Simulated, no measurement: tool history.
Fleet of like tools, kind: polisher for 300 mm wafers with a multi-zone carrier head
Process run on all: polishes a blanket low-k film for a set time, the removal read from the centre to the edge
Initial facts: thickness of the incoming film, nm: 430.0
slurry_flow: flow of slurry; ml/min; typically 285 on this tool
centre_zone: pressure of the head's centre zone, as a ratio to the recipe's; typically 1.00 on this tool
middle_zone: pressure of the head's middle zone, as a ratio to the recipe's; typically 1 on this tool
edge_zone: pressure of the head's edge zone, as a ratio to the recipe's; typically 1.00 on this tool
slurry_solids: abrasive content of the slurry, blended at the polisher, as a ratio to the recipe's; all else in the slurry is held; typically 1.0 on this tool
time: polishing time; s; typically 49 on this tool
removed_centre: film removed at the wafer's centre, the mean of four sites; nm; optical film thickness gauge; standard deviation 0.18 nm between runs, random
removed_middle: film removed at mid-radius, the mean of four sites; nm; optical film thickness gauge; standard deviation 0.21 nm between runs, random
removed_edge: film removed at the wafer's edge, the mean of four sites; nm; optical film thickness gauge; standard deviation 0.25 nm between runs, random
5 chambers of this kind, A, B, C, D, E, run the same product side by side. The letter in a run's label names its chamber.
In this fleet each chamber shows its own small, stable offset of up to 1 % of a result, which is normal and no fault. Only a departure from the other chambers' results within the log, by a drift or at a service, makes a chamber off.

run 1B day=0.233 | slurry_flow=285 centre_zone=1.00 middle_zone=1 edge_zone=1.00 slurry_solids=1.0 time=49 | removed_centre=19.140 removed_middle=18.904 removed_edge=18.993
run 2A day=0.467 | slurry_flow=285 centre_zone=1.00 middle_zone=1 edge_zone=1.00 slurry_solids=1.0 time=49 | removed_centre=19.382 removed_middle=19.118 removed_edge=19.719
run 3C day=0.633 | slurry_flow=285 centre_zone=1.00 middle_zone=1 edge_zone=1.00 slurry_solids=1.0 time=49 | removed_centre=19.046 removed_middle=19.339 removed_edge=19.045
run 4E day=0.892 | slurry_flow=285 centre_zone=1.00 middle_zone=1 edge_zone=1.00 slurry_solids=1.0 time=49 | removed_centre=19.119 removed_middle=19.180 removed_edge=19.357
-- day=1.017 chamber B: worn pad replaced by a new one
run 5D day=1.067 | slurry_flow=285 centre_zone=1.00 middle_zone=1 edge_zone=1.00 slurry_solids=1.0 time=49 | removed_centre=19.261 removed_middle=19.302 removed_edge=19.174
run 6E day=1.258 | slurry_flow=285 centre_zone=0.96 middle_zone=1 edge_zone=1.00 slurry_solids=1.0 time=49 | removed_centre=18.168 removed_middle=18.585 removed_edge=19.185
-- day=1.283 chamber D: worn pad replaced by a new one
-- day=1.292 chamber C: worn pad replaced by a new one
run 7B day=1.462 | slurry_flow=285 centre_zone=0.96 middle_zone=1 edge_zone=1.00 slurry_solids=1.0 time=49 | removed_centre=18.042 removed_middle=19.338 removed_edge=19.379
-- day=1.538 chamber E: slurry nozzle cleaned
-- day=1.579 chamber D: slurry nozzle cleaned
run 8C day=1.712 | slurry_flow=285 centre_zone=0.96 middle_zone=1 edge_zone=1.00 slurry_solids=1.0 time=49 | removed_centre=18.191 removed_middle=19.320 removed_edge=18.895
run 9D day=1.871 | slurry_flow=285 centre_zone=0.96 middle_zone=1 edge_zone=1.00 slurry_solids=1.0 time=49 | removed_centre=18.394 removed_middle=19.035 removed_edge=18.993
run 10A day=2.129 | slurry_flow=285 centre_zone=0.96 middle_zone=1 edge_zone=1.00 slurry_solids=1.0 time=49 | removed_centre=18.433 removed_middle=19.507 removed_edge=18.995
run 11B day=2.396 | slurry_flow=285 centre_zone=1.00 middle_zone=1 edge_zone=1.00 slurry_solids=0.9 time=49 | removed_centre=18.142 removed_middle=18.523 removed_edge=18.035
run 12D day=2.629 | slurry_flow=285 centre_zone=1.00 middle_zone=1 edge_zone=1.00 slurry_solids=0.9 time=49 | removed_centre=18.535 removed_middle=18.051 removed_edge=18.054
run 13E day=2.867 | slurry_flow=285 centre_zone=1.00 middle_zone=1 edge_zone=1.00 slurry_solids=0.9 time=49 | removed_centre=17.918 removed_middle=18.564 removed_edge=18.265
run 14C day=3.067 | slurry_flow=285 centre_zone=1.00 middle_zone=1 edge_zone=1.00 slurry_solids=0.9 time=49 | removed_centre=18.164 removed_middle=18.294 removed_edge=18.063
-- day=3.196 chamber B: worn pad replaced by a new one
run 15A day=3.242 | slurry_flow=285 centre_zone=1.00 middle_zone=1 edge_zone=1.00 slurry_solids=0.9 time=49 | removed_centre=18.273 removed_middle=18.046 removed_edge=18.309
run 16D day=3.425 | slurry_flow=285 centre_zone=1.00 middle_zone=1 edge_zone=1.00 slurry_solids=1.0 time=49 | removed_centre=19.499 removed_middle=18.923 removed_edge=19.097
-- day=3.654 chamber E: worn pad replaced by a new one
run 17E day=3.696 | slurry_flow=360 centre_zone=1.00 middle_zone=1 edge_zone=1.11 slurry_solids=1.0 time=49 | removed_centre=19.555 removed_middle=19.737 removed_edge=20.785
run 18C day=3.975 | slurry_flow=360 centre_zone=1.00 middle_zone=1 edge_zone=1.11 slurry_solids=1.0 time=49 | removed_centre=19.564 removed_middle=19.125 removed_edge=20.603
run 19A day=4.121 | slurry_flow=360 centre_zone=1.00 middle_zone=1 edge_zone=1.11 slurry_solids=1.0 time=49 | removed_centre=20.114 removed_middle=19.299 removed_edge=20.667
-- day=4.254 chamber A: worn pad replaced by a new one
run 20B day=4.300 | slurry_flow=360 centre_zone=1.00 middle_zone=1 edge_zone=1.11 slurry_solids=1.0 time=49 | removed_centre=19.600 removed_middle=19.901 removed_edge=20.480
run 21B day=4.467 | slurry_flow=360 centre_zone=1.00 middle_zone=1 edge_zone=1.11 slurry_solids=1.0 time=49 | removed_centre=19.586 removed_middle=19.684 removed_edge=20.591
run 22C day=4.738 | slurry_flow=285 centre_zone=1.00 middle_zone=1 edge_zone=1.00 slurry_solids=1.0 time=49 | removed_centre=19.231 removed_middle=19.354 removed_edge=19.005
-- day=4.767 chamber C: worn pad replaced by a new one
run 23D day=4.992 | slurry_flow=285 centre_zone=1.00 middle_zone=1 edge_zone=1.00 slurry_solids=1.0 time=49 | removed_centre=19.307 removed_middle=19.033 removed_edge=19.319
-- day=5.025 chamber D: worn pad replaced by a new one
run 24A day=5.125 | slurry_flow=285 centre_zone=1.00 middle_zone=1 edge_zone=1.00 slurry_solids=1.0 time=49 | removed_centre=19.100 removed_middle=19.171 removed_edge=19.202
run 25E day=5.346 | slurry_flow=285 centre_zone=1.00 middle_zone=1 edge_zone=1.00 slurry_solids=1.0 time=49 | removed_centre=18.734 removed_middle=19.284 removed_edge=19.511
run 26C day=5.508 | slurry_flow=285 centre_zone=1.00 middle_zone=1 edge_zone=1.00 slurry_solids=1.0 time=49 | removed_centre=19.117 removed_middle=19.038 removed_edge=18.907
run 27A day=5.746 | slurry_flow=285 centre_zone=1.00 middle_zone=1 edge_zone=1.00 slurry_solids=1.0 time=49 | removed_centre=19.551 removed_middle=19.131 removed_edge=19.084
-- day=5.767 chamber B: worn pad replaced by a new one
run 28E day=5.925 | slurry_flow=285 centre_zone=1.00 middle_zone=1 edge_zone=1.00 slurry_solids=1.0 time=49 | removed_centre=19.181 removed_middle=19.302 removed_edge=18.924
run 29B day=6.075 | slurry_flow=285 centre_zone=1.00 middle_zone=1 edge_zone=1.00 slurry_solids=1.0 time=49 | removed_centre=19.025 removed_middle=19.201 removed_edge=18.923
run 30D day=6.283 | slurry_flow=285 centre_zone=1.00 middle_zone=1 edge_zone=1.00 slurry_solids=1.0 time=49 | removed_centre=19.135 removed_middle=19.205 removed_edge=19.418
run 31A day=6.496 | slurry_flow=285 centre_zone=1.00 middle_zone=1 edge_zone=1.00 slurry_solids=1.0 time=49 | removed_centre=19.151 removed_middle=19.093 removed_edge=19.125
run 32C day=6.717 | slurry_flow=285 centre_zone=1.00 middle_zone=1 edge_zone=1.00 slurry_solids=1.0 time=49 | removed_centre=18.955 removed_middle=19.323 removed_edge=18.813
run 33D day=6.912 | slurry_flow=285 centre_zone=1.00 middle_zone=1 edge_zone=1.00 slurry_solids=1.0 time=49 | removed_centre=19.366 removed_middle=19.534 removed_edge=19.060
run 34E day=7.079 | slurry_flow=285 centre_zone=1.00 middle_zone=1 edge_zone=1.00 slurry_solids=1.0 time=49 | removed_centre=19.308 removed_middle=19.344 removed_edge=19.063
run 35B day=7.279 | slurry_flow=285 centre_zone=1.00 middle_zone=1 edge_zone=1.00 slurry_solids=1.0 time=49 | removed_centre=19.262 removed_middle=19.380 removed_edge=19.013
-- day=7.462 chamber C: edge zone pressure recalibrated
run 36B day=7.500 | slurry_flow=285 centre_zone=1.00 middle_zone=1 edge_zone=1.00 slurry_solids=1.0 time=49 | removed_centre=18.923 removed_middle=19.377 removed_edge=18.956
run 37D day=7.721 | slurry_flow=285 centre_zone=1.00 middle_zone=1 edge_zone=1.00 slurry_solids=1.0 time=49 | removed_centre=19.001 removed_middle=19.317 removed_edge=19.328
run 38A day=7.992 | slurry_flow=330 centre_zone=1.11 middle_zone=1 edge_zone=1.00 slurry_solids=1.0 time=49 | removed_centre=21.700 removed_middle=19.500 removed_edge=19.277
-- day=8.025 chamber C: worn pad replaced by a new one
-- day=8.146 chamber B: centre zone pressure recalibrated
-- day=8.158 chamber B: worn pad replaced by a new one
run 39C day=8.188 | slurry_flow=330 centre_zone=1.11 middle_zone=1 edge_zone=1.00 slurry_solids=1.0 time=49 | removed_centre=21.734 removed_middle=19.308 removed_edge=19.543
run 40E day=8.338 | slurry_flow=330 centre_zone=1.11 middle_zone=1 edge_zone=1.00 slurry_solids=1.0 time=49 | removed_centre=21.416 removed_middle=19.278 removed_edge=19.091
run 41E day=8.488 | slurry_flow=330 centre_zone=1.11 middle_zone=1 edge_zone=1.00 slurry_solids=1.0 time=49 | removed_centre=21.796 removed_middle=19.592 removed_edge=19.839
run 42A day=8.625 | slurry_flow=330 centre_zone=1.11 middle_zone=1 edge_zone=1.00 slurry_solids=1.0 time=49 | removed_centre=22.019 removed_middle=19.128 removed_edge=19.595
run 43B day=8.762 | slurry_flow=285 centre_zone=1.00 middle_zone=1 edge_zone=1.00 slurry_solids=1.0 time=49 | removed_centre=19.314 removed_middle=19.418 removed_edge=19.342
run 44D day=9.054 | slurry_flow=285 centre_zone=1.00 middle_zone=1 edge_zone=1.00 slurry_solids=1.0 time=49 | removed_centre=19.256 removed_middle=19.171 removed_edge=19.631

Next, all 5 chambers run the settings below, one line each with question marks for the results. What does each chamber give?
run 45A day=9.271 | slurry_flow=285 centre_zone=1.00 middle_zone=1 edge_zone=1.00 slurry_solids=1.0 time=49 | removed_centre=? removed_middle=? removed_edge=?
run 45B day=9.271 | slurry_flow=285 centre_zone=1.00 middle_zone=1 edge_zone=1.00 slurry_solids=1.0 time=49 | removed_centre=? removed_middle=? removed_edge=?
run 45C day=9.271 | slurry_flow=285 centre_zone=1.00 middle_zone=1 edge_zone=1.00 slurry_solids=1.0 time=49 | removed_centre=? removed_middle=? removed_edge=?
run 45D day=9.271 | slurry_flow=285 centre_zone=1.00 middle_zone=1 edge_zone=1.00 slurry_solids=1.0 time=49 | removed_centre=? removed_middle=? removed_edge=?
run 45E day=9.271 | slurry_flow=285 centre_zone=1.00 middle_zone=1 edge_zone=1.00 slurry_solids=1.0 time=49 | removed_centre=? removed_middle=? removed_edge=?

run=45A removed_centre=19.113 removed_middle=19.380 removed_edge=19.444
run=45B removed_centre=19.143 removed_middle=19.677 removed_edge=19.052
run=45C removed_centre=19.345 removed_middle=18.866 removed_edge=19.354
run=45D removed_centre=19.339 removed_middle=19.470 removed_edge=19.383
run=45E removed_centre=18.986 removed_middle=19.141 removed_edge=19.271
